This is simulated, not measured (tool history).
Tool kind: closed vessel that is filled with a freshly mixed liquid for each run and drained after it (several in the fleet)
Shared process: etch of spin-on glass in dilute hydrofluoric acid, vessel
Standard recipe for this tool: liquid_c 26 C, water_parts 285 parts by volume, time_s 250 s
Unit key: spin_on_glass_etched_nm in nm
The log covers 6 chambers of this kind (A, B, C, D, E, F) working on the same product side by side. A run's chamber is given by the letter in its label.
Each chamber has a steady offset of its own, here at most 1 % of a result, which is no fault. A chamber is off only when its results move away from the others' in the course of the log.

| run | hour | liquid_c | water_parts | time_s | hours since the thermometer was replaced | hours since the hydrofluoric acid flow meter was replaced | read-back film thickness of the spin-on glass reference wafer, read on the same gauge (nm) | spin_on_glass_etched_nm |
|---|---|---|---|---|---|---|---|---|
| 1A | 5.7 | 26 | 285 | 250 | 391.5 | 495.2 | 130 | 20.909 |
| 2B | 14.3 | 26 | 285 | 250 | 1368.4 | 899.2 | 130.02 | 20.893 |
| 3D | 22.3 | 26 | 285 | 250 | 909.5 | 125.3 | 130 | 20.669 |
| 4F | 28.6 | 26 | 285 | 250 | 1371.6 | 114.3 | 129.96 | 20.712 |
| 5C | 38.3 | 26 | 285 | 250 | 1374.8 | 71.7 | 130.04 | 20.66 |
| 6E | 49.6 | 26 | 285 | 250 | 154.6 | 226.3 | 130.02 | 20.941 |
| 7F | 57.9 | 29.5 | 285 | 320 | 1400.9 | 143.6 | 130 | 29.747 |
| 8E | 64 | 29.5 | 285 | 320 | 169 | 240.7 | 129.98 | 29.924 |
| 9D | 74.1 | 29.5 | 285 | 320 | 961.3 | 177.1 | 129.98 | 29.848 |
| 10B | 84.3 | 29.5 | 285 | 320 | 1438.4 | 969.2 | 129.99 | 29.652 |
| 11C | 93.8 | 29.5 | 285 | 320 | 1430.3 | 127.2 | 129.98 | 30.024 |
| 12A | 99.7 | 29.5 | 285 | 320 | 485.5 | 589.2 | 130 | 29.462 |
| 13A | 108.2 | 26 | 285 | 250 | 494 | 597.7 | 130.02 | 20.794 |
| 14C | 117.9 | 26 | 285 | 250 | 1454.4 | 151.3 | 130.04 | 20.609 |
| 15D | 129.2 | 26 | 285 | 250 | 1016.4 | 232.2 | 130 | 21.212 |
|  | 131 | chamber B: thermometer replaced |
| 16E | 138.9 | 26 | 285 | 250 | 243.9 | 315.6 | 130.01 | 21.142 |
| 17B | 148.6 | 26 | 285 | 250 | 17.7 | 1033.5 | 130.02 | 20.544 |
| 18F | 153.9 | 26 | 285 | 250 | 1496.9 | 239.6 | 130 | 21.21 |
| 19B | 162.3 | 26 | 285 | 250 | 31.4 | 1047.2 | 130.05 | 19.673 |
| 20E | 169.7 | 26 | 285 | 250 | 274.7 | 346.4 | 129.95 | 20.872 |
| 21D | 179.5 | 26 | 285 | 250 | 1066.7 | 282.5 | 129.98 | 20.89 |
| 22A | 187.2 | 26 | 285 | 250 | 573 | 676.7 | 130 | 20.882 |
| 23C | 195.4 | 26 | 285 | 250 | 1531.9 | 228.8 | 129.99 | 21.162 |
| 24F | 201.9 | 26 | 285 | 250 | 1544.9 | 287.6 | 130.01 | 20.667 |
| 25F | 212.6 | 26 | 285 | 250 | 1555.6 | 298.3 | 130.02 | 21.156 |
| 26E | 223.5 | 26 | 285 | 250 | 328.5 | 400.2 | 130.01 | 20.643 |
|  | 232 | chamber A: thermometer replaced |
| 27B | 232.8 | 26 | 285 | 250 | 101.9 | 1117.7 | 130.01 | 19.837 |
| 28A | 241.4 | 26 | 285 | 250 | 9.5 | 730.9 | 130.02 | 20.757 |
| 29C | 248.2 | 26 | 285 | 250 | 1584.7 | 281.6 | 129.98 | 20.571 |
| 30D | 256 | 26 | 285 | 250 | 1143.2 | 359 | 130.03 | 21.214 |
| 31A | 263.3 | 26 | 285 | 250 | 31.4 | 752.8 | 130.04 | 20.91 |
| 32C | 271 | 26 | 285 | 250 | 1607.5 | 304.4 | 129.99 | 20.654 |
| 33D | 277.7 | 29 | 285 | 115 | 1164.9 | 380.7 | 130.02 | 10.46 |
| 34E | 283.1 | 29 | 285 | 115 | 388.1 | 459.8 | 129.98 | 10.61 |
| 35F | 292.4 | 29 | 285 | 115 | 1635.4 | 378.1 | 129.97 | 10.577 |
| 36B | 303.4 | 29 | 285 | 115 | 172.5 | 1188.3 | 129.94 | 9.7727 |
| 37E | 312.4 | 29 | 285 | 115 | 417.4 | 489.1 | 129.99 | 10.659 |

For the next run the whole fleet of 6 chambers uses the same settings. Give each chamber's results:
| 38A | 320.6 | 26 | 215 | 250 |  |  |  | ? |
| 38B | 320.6 | 26 | 215 | 250 |  |  |  | ? |
| 38C | 320.6 | 26 | 215 | 250 |  |  |  | ? |
| 38D | 320.6 | 26 | 215 | 250 |  |  |  | ? |
| 38E | 320.6 | 26 | 215 | 250 |  |  |  | ? |
| 38F | 320.6 | 26 | 215 | 250 |  |  |  | ? |

| run | spin_on_glass_etched_nm |
|---|---|
| 38A | 29.226 |
| 38B | 27.528 |
| 38C | 29.532 |
| 38D | 29.711 |
| 38E | 29.313 |
| 38F | 30.088 |
